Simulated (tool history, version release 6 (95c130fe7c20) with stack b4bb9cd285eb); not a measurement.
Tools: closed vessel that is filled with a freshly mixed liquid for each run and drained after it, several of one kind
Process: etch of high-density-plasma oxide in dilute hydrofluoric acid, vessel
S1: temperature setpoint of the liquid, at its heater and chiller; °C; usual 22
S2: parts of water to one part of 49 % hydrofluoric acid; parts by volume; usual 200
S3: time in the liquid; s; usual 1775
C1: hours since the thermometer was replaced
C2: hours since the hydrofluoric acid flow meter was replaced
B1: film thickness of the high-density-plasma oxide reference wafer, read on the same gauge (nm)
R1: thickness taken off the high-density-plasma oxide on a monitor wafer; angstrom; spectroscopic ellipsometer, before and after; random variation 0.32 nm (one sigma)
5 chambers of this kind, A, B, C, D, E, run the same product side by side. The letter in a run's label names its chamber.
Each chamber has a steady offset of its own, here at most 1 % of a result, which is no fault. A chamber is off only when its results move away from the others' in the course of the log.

run   hour  S1   S2    S3      C1      C2      B1      R1
 1A    4.9  22  200  1775     432   845.5  49.988  421.08
 2D   14.3  22  200  1775   950.5     141  50.006  421.55
 3C   20.4  22  200  1775   740.5   355.3  49.964  422.99
 4B   28.2  22  200  1775   925.7   446.2  49.999  418.49
 5E     33  22  200  1775   392.1   211.5  50.022  417.57
 6C   42.4  22  200  1775   762.5   377.3  50.014  423.62
 7B   49.1  22  115   865   946.6   467.1  49.971  389.58
 8E     59  22  115   865   418.1   237.5  50.031  398.49
 9D   65.1  22  115   865  1001.3   191.8  49.988  393.47
10A     71  22  115   865   498.1   911.6  49.996  393.66
11E   79.8  22  115   865   438.9   258.3  50.021  393.81
12C   84.5  22  200  1775   804.6   419.4  50.001  419.55
13B   94.5  22  255  2430     992   512.5  50.015  426.24
14A   99.9  22  255  2430     527   940.5  50.029  424.36
15D  107.7  22  255  2430  1043.9   234.4  50.015   430.4
16A  117.6  22  255  2430   544.7   958.2  49.984  430.29
17D  124.7  22  255  2430  1060.9   251.4  50.009  427.57
18E  129.4  22  200  1775   488.5   307.9  50.019  419.55
19C  134.3  22  200  1775   854.4   469.2  50.017  421.35
20B  141.9  22  200  1775  1039.4   559.9  50.006  420.99
21E  152.2  22  200  1775   511.3   330.7  49.978  419.82
22A    162  22  200  1775   589.1  1002.6  50.021  436.15
23B  170.1  22  200  1775  1067.6   588.1  50.013  416.06
24C  175.6  22  200  1775   895.7   510.5  50.002  424.95
25D  185.6  22  200  1775  1121.8   312.3  50.008   426.8
26C  191.2  22  200  1775   911.3   526.1  49.994  422.22
27A  199.2  22  200  1775   626.3  1039.8  50.004  445.06
28B  205.8  22  200  1775  1103.3   623.8  49.978  415.43
29E  214.3  22  200  1775   573.4   392.8  49.993  421.98
30D  223.7  22  200  1775  1159.9   350.4  50.001  427.96
31B  232.6  22  200  1775  1130.1   650.6  49.998   421.2

Next, every chamber runs the same settings. What will each give?
32A   240  22  200  1775               ?
32B   240  22  200  1775               ?
32C   240  22  200  1775               ?
32D   240  22  200  1775               ?
32E   240  22  200  1775               ?

run      R1
32A   460.2
32B  415.33
32C  420.28
32D  427.01
32E  415.47
